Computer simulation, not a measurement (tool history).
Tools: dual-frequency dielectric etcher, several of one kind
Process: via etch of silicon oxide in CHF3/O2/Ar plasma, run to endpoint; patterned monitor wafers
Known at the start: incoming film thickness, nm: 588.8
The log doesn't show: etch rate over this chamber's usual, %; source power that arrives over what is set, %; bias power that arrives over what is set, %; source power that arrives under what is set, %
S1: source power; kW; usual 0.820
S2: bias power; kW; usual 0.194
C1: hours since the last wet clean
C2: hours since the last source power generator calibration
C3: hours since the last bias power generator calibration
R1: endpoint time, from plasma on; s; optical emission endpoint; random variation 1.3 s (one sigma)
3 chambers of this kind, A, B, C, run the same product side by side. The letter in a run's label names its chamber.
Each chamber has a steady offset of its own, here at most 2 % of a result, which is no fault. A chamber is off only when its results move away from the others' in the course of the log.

run,hour,S1,S2,C1,C2,C3,R1
1C,4.3,0.820,0.194,168.8,2025.0,572.5,260.70
2A,10.7,0.820,0.194,354.5,1581.9,2861.5,255.87
3B,14.0,0.820,0.194,428.2,217.8,1359.3,256.77
4C,18.7,0.820,0.194,183.2,2039.4,586.9,260.32
5A,23.1,0.820,0.194,366.9,1594.3,2873.9,254.57
# hour 25.2: chamber A: wet clean of the chamber
6B,28.8,0.820,0.194,443.0,232.6,1374.1,256.91
7B,33.6,0.820,0.194,447.8,237.4,1378.9,255.96
8A,39.7,0.820,0.194,14.5,1610.9,2890.5,256.39
9C,45.2,0.820,0.194,209.7,2065.9,613.4,262.95
10C,52.2,0.820,0.194,216.7,2072.9,620.4,261.08
11B,56.9,0.820,0.194,471.1,260.7,1402.2,259.39
12A,61.6,0.820,0.194,36.4,1632.8,2912.4,257.60
13C,65.5,0.820,0.194,230.0,2086.2,633.7,262.60
14A,71.3,0.820,0.194,46.1,1642.5,2922.1,258.89
15B,76.6,0.820,0.172,490.8,280.4,1421.9,269.21
# hour 80.7: chamber B: wet clean of the chamber
16A,82.6,0.820,0.172,57.4,1653.8,2933.4,266.61
17B,88.0,0.820,0.172,7.3,291.8,1433.3,255.95
18C,92.3,0.820,0.194,256.8,2113.0,660.5,260.37
19A,95.5,0.820,0.194,70.3,1666.7,2946.3,255.74
20B,98.8,0.940,0.194,18.1,302.6,1444.1,232.82
21C,105.0,0.940,0.194,269.5,2125.7,673.2,249.62
22A,108.3,0.940,0.194,83.1,1679.5,2959.1,242.25
23B,113.0,0.820,0.194,32.3,316.8,1458.3,245.73
24C,116.7,0.820,0.194,281.2,2137.4,684.9,260.31
25C,121.4,0.820,0.194,285.9,2142.1,689.6,263.34
26B,125.8,0.820,0.194,45.1,329.6,1471.1,245.84
27A,132.5,0.820,0.194,107.3,1703.7,2983.3,255.98
28B,139.3,0.820,0.194,58.6,343.1,1484.6,246.31
29A,143.6,0.820,0.194,118.4,1714.8,2994.4,257.24
30C,147.1,0.820,0.194,311.6,2167.8,715.3,261.58
31C,151.6,0.820,0.194,316.1,2172.3,719.8,260.06
32B,154.7,0.990,0.147,74.0,358.5,1500.0,250.79
33A,160.4,0.990,0.147,135.2,1731.6,3011.2,260.40
34B,164.9,0.990,0.147,84.2,368.7,1510.2,251.54
35A,168.1,0.820,0.194,142.9,1739.3,3018.9,256.81
36C,175.0,0.820,0.194,339.5,2195.7,743.2,263.02
37B,179.3,0.820,0.194,98.6,383.1,1524.6,246.93
38C,184.4,0.820,0.194,348.9,2205.1,752.6,262.01
39A,191.4,0.820,0.194,166.2,1762.6,3042.2,256.99
40B,195.0,0.920,0.159,114.3,398.8,1540.3,250.97

Is one chamber off against the others, does the gauge drift, or is nothing wrong? If a chamber is off, say which, and what the likeliest cause is.

A service left chamber B off against the others.
Cause: etch rate over this chamber's usual, % = 4.55.

Here are 4 candidates for chamber B's next run, each the usual settings with a change, their results left as question marks. Which one brings its results back in line with what the others give on the usual settings?
In line means no further than this from the other chambers' mean on the usual settings: R1 4.70 s
41B-1,200.1,0.650,0.194,,,,?
41B-2,200.1,0.880,0.208,,,,?
41B-3,200.1,0.820,0.164,,,,?
41B-4,200.1,1.040,0.194,,,,?

The other chambers' mean on the usual settings: R1 258.99 s
run,R1
41B-1,268.66
41B-2,234.19
41B-3,260.15
41B-4,224.99
41B-3 brings the chamber back in line.
